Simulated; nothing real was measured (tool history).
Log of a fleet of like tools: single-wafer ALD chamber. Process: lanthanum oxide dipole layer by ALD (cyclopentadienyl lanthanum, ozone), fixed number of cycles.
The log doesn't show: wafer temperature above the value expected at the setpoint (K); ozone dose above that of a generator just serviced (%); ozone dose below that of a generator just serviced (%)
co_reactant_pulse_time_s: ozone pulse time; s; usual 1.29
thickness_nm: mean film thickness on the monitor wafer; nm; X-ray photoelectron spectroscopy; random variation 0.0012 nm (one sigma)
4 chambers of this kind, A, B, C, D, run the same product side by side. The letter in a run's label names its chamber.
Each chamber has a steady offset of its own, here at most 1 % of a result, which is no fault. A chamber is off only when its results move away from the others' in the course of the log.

run,day,co_reactant_pulse_time_s,hours since the last thermocouple change,hours since the last ozone generator service,"read-back reference wafer on the same gauge, thickness_nm",thickness_nm
1B,0.079,1.29,1648.4,1050.9,0.60787,0.5399
2D,0.183,1.29,1649.6,398.3,0.60768,0.53326
3A,0.288,1.29,1308.8,429.8,0.60788,0.53644
4C,0.442,1.29,1815.4,268.2,0.6081,0.53839
5D,0.617,1.29,1660,408.7,0.608,0.53407
6A,0.696,1.29,1318.6,439.6,0.60777,0.53753
7B,0.775,1.1,1665.1,1067.6,0.60775,0.51645
8C,0.929,1.1,1827.1,279.9,0.60794,0.5162
9A,1.042,1.1,1326.9,447.9,0.6078,0.51324
10C,1.217,1.1,1834,286.8,0.60798,0.51561
11D,1.367,1.29,1678,426.7,0.60818,0.53379
12B,1.496,1.29,1682.4,1084.9,0.60785,0.53675
13A,1.625,1.29,1340.9,461.9,0.60793,0.53388
14B,1.779,1.29,1689.2,1091.7,0.60783,0.53813
15C,1.946,1.29,1851.5,304.3,0.60831,0.53907
16D,2.025,1.29,1693.8,442.5,0.60781,0.53323
17C,2.108,1.29,1855.4,308.2,0.60742,0.53708
18A,2.275,1.29,1356.5,477.5,0.6084,0.53366
19B,2.367,1.29,1703.3,1105.8,0.60806,0.53686
20D,2.454,1.29,1704.1,452.8,0.60799,0.53558
21B,2.592,1.29,1708.7,1111.2,0.60776,0.53832
22D,2.767,1.29,1711.6,460.3,0.60804,0.53454
23A,2.917,1.29,1371.9,492.9,0.60775,0.5368
24C,3.021,1.29,1877.3,330.1,0.60783,0.53732
25B,3.175,1.29,1722.7,1125.2,0.60806,0.53777
26C,3.346,1.29,1885.1,337.9,0.60785,0.53681
27A,3.467,1.77,1385.1,506.1,0.60796,0.56265
28D,3.621,1.77,1732.1,480.8,0.60793,0.56139
29D,3.762,1.77,1735.5,484.2,0.60809,0.564
30B,3.888,1.77,1739.8,1142.3,0.60811,0.56436
31A,3.967,1.29,1397.1,518.1,0.6078,0.537
32C,4.117,1.29,1903.6,356.4,0.60812,0.53692
33C,4.262,0.97,1907.1,359.9,0.60812,0.49633
34A,4.408,0.97,1407.7,528.7,0.60818,0.4959
35B,4.571,0.97,1756.2,1158.7,0.60774,0.4971
36D,4.688,0.97,1757.7,506.4,0.60819,0.49262
37A,4.775,1.29,1416.5,537.5,0.6078,0.53648
38D,4.858,1.29,1761.8,510.5,0.60815,0.53607
39B,4.942,1.29,1765.1,1167.6,0.6078,0.53684
40C,5.088,1.29,1926.9,379.7,0.60785,0.537
41C,5.204,1.29,1929.7,382.5,0.60747,0.53531
42A,5.308,1.29,1429.3,550.3,0.60793,0.53643
43D,5.417,1.29,1775.2,523.9,0.60809,0.53421
44B,5.512,1.29,1778.8,1181.3,0.60767,0.5362

Next, every chamber runs the same settings. What will each give?
45A,5.638,1.29,,,,?
45B,5.638,1.29,,,,?
45C,5.638,1.29,,,,?
45D,5.638,1.29,,,,?

run,thickness_nm
45A,0.53448
45B,0.53838
45C,0.53573
45D,0.53639

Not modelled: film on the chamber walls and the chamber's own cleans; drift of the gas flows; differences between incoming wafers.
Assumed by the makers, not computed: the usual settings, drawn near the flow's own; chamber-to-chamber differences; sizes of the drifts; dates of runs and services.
